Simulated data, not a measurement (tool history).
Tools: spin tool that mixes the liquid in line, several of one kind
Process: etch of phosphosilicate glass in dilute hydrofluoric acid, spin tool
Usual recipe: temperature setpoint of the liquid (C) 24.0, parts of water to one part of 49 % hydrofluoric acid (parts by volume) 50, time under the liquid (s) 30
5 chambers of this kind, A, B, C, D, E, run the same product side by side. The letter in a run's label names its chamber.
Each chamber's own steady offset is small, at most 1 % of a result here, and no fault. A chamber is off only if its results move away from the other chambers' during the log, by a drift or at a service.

run,hour,temperature setpoint of the liquid (C),parts of water to one part of 49 % hydrofluoric acid (parts by volume),time under the liquid (s),"read-back film thickness of the phosphosilicate glass reference wafer, read on the same gauge (nm)",thickness taken off the phosphosilicate glass on a monitor wafer (Å)
1C,10.3,24.0,50,30,109.98,490.85
2A,20.0,24.0,50,30,110.01,482.63
3D,25.3,24.0,50,30,110.01,490.82
4E,33.4,24.0,50,30,110.01,489.36
5B,41.4,24.0,50,30,110.03,490.69
6E,48.2,24.0,50,30,110.01,489.70
7D,55.5,28.0,50,30,110.01,574.38
8A,63.7,28.0,50,30,109.98,578.48
9C,71.9,28.0,50,30,109.99,574.67
10B,79.3,28.0,50,30,110.00,576.31
# hour 80.3: chamber A: hydrofluoric acid flow meter replaced
11C,84.3,28.0,50,30,110.00,580.32
12D,92.2,24.0,50,30,110.01,490.56
13B,101.0,24.0,50,30,110.03,488.89
14A,109.8,24.0,50,30,109.97,485.95
15E,117.0,24.0,50,30,110.00,485.98
16C,124.6,24.0,50,30,109.99,488.24
17B,135.5,24.0,30,30,109.96,844.92
18A,140.7,24.0,30,30,109.98,827.75
19E,146.6,24.0,30,30,109.98,844.83
20D,152.3,24.0,30,30,109.99,828.14
21D,159.4,24.0,30,30,110.02,831.19
22C,165.4,24.0,50,30,109.98,489.78
23A,170.3,24.0,50,30,110.00,486.21
24B,179.1,24.0,50,30,109.99,490.47
25E,188.5,24.0,60,15,110.00,202.43
26E,196.1,24.0,60,15,109.97,202.10
27D,204.7,24.0,60,15,109.99,202.35
28B,210.4,24.0,60,15,110.01,201.92
29A,220.5,24.0,60,15,110.05,200.62
30C,229.6,20.5,50,30,109.99,422.92
31D,238.0,20.5,50,30,110.03,425.51
32C,245.2,20.5,50,30,109.99,422.26
33E,254.4,20.5,50,30,109.98,422.40

Is one chamber out of step, is the gauge drifting, or do the chambers differ by no more than their own small offsets? For an off chamber, give its letter and the likeliest cause.

Beyond each chamber's small constant offset nothing stands out, and the gauge stays steady.
